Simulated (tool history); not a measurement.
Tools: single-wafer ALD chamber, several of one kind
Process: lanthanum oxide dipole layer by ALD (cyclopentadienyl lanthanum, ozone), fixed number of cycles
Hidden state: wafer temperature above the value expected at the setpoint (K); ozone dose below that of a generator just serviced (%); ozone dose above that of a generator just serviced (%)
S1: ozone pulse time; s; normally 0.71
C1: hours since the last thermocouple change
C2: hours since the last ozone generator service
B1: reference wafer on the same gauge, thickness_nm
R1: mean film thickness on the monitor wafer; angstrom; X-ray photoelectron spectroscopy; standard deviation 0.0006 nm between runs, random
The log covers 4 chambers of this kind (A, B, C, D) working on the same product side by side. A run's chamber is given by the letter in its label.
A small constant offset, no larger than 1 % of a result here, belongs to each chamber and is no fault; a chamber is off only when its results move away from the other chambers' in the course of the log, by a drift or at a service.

Run 1B, hour 9.8: usual settings; C1 48.6; C2 749.4; B1 0.40999. Result: R1 4.3980 angstrom.
Run 2C, hour 21.3: usual settings; C1 489.9; C2 34.6; B1 0.41018. Result: R1 4.4094 angstrom.
Run 3A, hour 31.7: usual settings; C1 256.0; C2 211.2; B1 0.41016. Result: R1 4.4214 angstrom.
Run 4D, hour 45.9: usual settings; C1 2096.7; C2 589.3; B1 0.41031. Result: R1 4.4044 angstrom.
Run 5B, hour 58.4: usual settings; C1 97.2; C2 798.0; B1 0.41022. Result: R1 4.4066 angstrom.
Run 6A, hour 67.0: usual settings; C1 291.3; C2 246.5; B1 0.41026. Result: R1 4.4117 angstrom.
Run 7C, hour 79.9: usual settings; C1 548.5; C2 93.2; B1 0.41025. Result: R1 4.3997 angstrom.
Run 8D, hour 91.5: usual settings; C1 2142.3; C2 634.9; B1 0.41053. Result: R1 4.4004 angstrom.
Run 9C, hour 104.7: usual settings; C1 573.3; C2 118.0; B1 0.41056. Result: R1 4.4062 angstrom.
Run 10B, hour 121.3: usual settings; C1 160.1; C2 860.9; B1 0.41069. Result: R1 4.4140 angstrom.
Run 11A, hour 137.8: usual settings but S1 0.95 s; C1 362.1; C2 317.3; B1 0.41065. Result: R1 4.9649 angstrom.
Run 12D, hour 146.2: usual settings but S1 0.95 s; C1 2197.0; C2 689.6; B1 0.41065. Result: R1 4.9398 angstrom.
Run 13A, hour 157.9: usual settings but S1 0.95 s; C1 382.2; C2 337.4; B1 0.41074. Result: R1 4.9700 angstrom.
Run 14D, hour 171.4: usual settings but S1 0.95 s; C1 2222.2; C2 714.8; B1 0.41106. Result: R1 4.9349 angstrom.
Run 15C, hour 186.8: usual settings; C1 655.4; C2 200.1; B1 0.41093. Result: R1 4.4172 angstrom.
Run 16B, hour 200.1: usual settings; C1 238.9; C2 939.7; B1 0.41116. Result: R1 4.4063 angstrom.
Run 17D, hour 214.7: usual settings; C1 2265.5; C2 758.1; B1 0.41117. Result: R1 4.4239 angstrom.
Run 18C, hour 229.6: usual settings; C1 698.2; C2 242.9; B1 0.41125. Result: R1 4.4142 angstrom.
Run 19A, hour 237.8: usual settings; C1 462.1; C2 417.3; B1 0.41124. Result: R1 4.4284 angstrom.
Run 20B, hour 245.3: usual settings but S1 0.86 s; C1 284.1; C2 984.9; B1 0.41136. Result: R1 4.7898 angstrom.
Run 21B, hour 254.7: usual settings but S1 0.86 s; C1 293.5; C2 994.3; B1 0.41131. Result: R1 4.7820 angstrom.
Run 22D, hour 265.5: usual settings but S1 0.86 s; C1 2316.3; C2 808.9; B1 0.41139. Result: R1 4.7761 angstrom.
Run 23A, hour 276.5: usual settings but S1 0.86 s; C1 500.8; C2 456.0; B1 0.41150. Result: R1 4.7892 angstrom.
Run 24C, hour 287.1: usual settings; C1 755.7; C2 300.4; B1 0.41134. Result: R1 4.4122 angstrom.
Run 25C, hour 299.7: usual settings; C1 768.3; C2 313.0; B1 0.41150. Result: R1 4.4294 angstrom.
Run 26A, hour 313.8: usual settings; C1 538.1; C2 493.3; B1 0.41172. Result: R1 4.4184 angstrom.
Run 27B, hour 322.6: usual settings; C1 361.4; C2 1062.2; B1 0.41173. Result: R1 4.4222 angstrom.
At hour 335.9: chamber D: ozone generator serviced.
Run 28D, hour 337.4: usual settings; C1 2388.2; C2 1.5; B1 0.41171. Result: R1 4.4259 angstrom.
Run 29B, hour 352.8: usual settings; C1 391.6; C2 1092.4; B1 0.41173. Result: R1 4.4152 angstrom.
Run 30D, hour 366.5: usual settings; C1 2417.3; C2 30.6; B1 0.41200. Result: R1 4.4192 angstrom.
Run 31A, hour 380.8: usual settings; C1 605.1; C2 560.3; B1 0.41190. Result: R1 4.4337 angstrom.
Run 32C, hour 394.5: usual settings; C1 863.1; C2 407.8; B1 0.41205. Result: R1 4.4204 angstrom.
Run 33D, hour 405.9: usual settings; C1 2456.7; C2 70.0; B1 0.41223. Result: R1 4.4219 angstrom.
Run 34B, hour 414.3: usual settings; C1 453.1; C2 1153.9; B1 0.41194. Result: R1 4.4236 angstrom.
Run 35C, hour 424.3: usual settings but S1 0.80 s; C1 892.9; C2 437.6; B1 0.41217. Result: R1 4.6517 angstrom.

One chamber off, gauge drift, or nothing amiss beyond the chambers' own small offsets? If it is a chamber, which one, and what is the likeliest cause?

Gauge drift. The chambers move together only on paper, and none stands off.
Cause: gauge reads high (%) = 0.56.

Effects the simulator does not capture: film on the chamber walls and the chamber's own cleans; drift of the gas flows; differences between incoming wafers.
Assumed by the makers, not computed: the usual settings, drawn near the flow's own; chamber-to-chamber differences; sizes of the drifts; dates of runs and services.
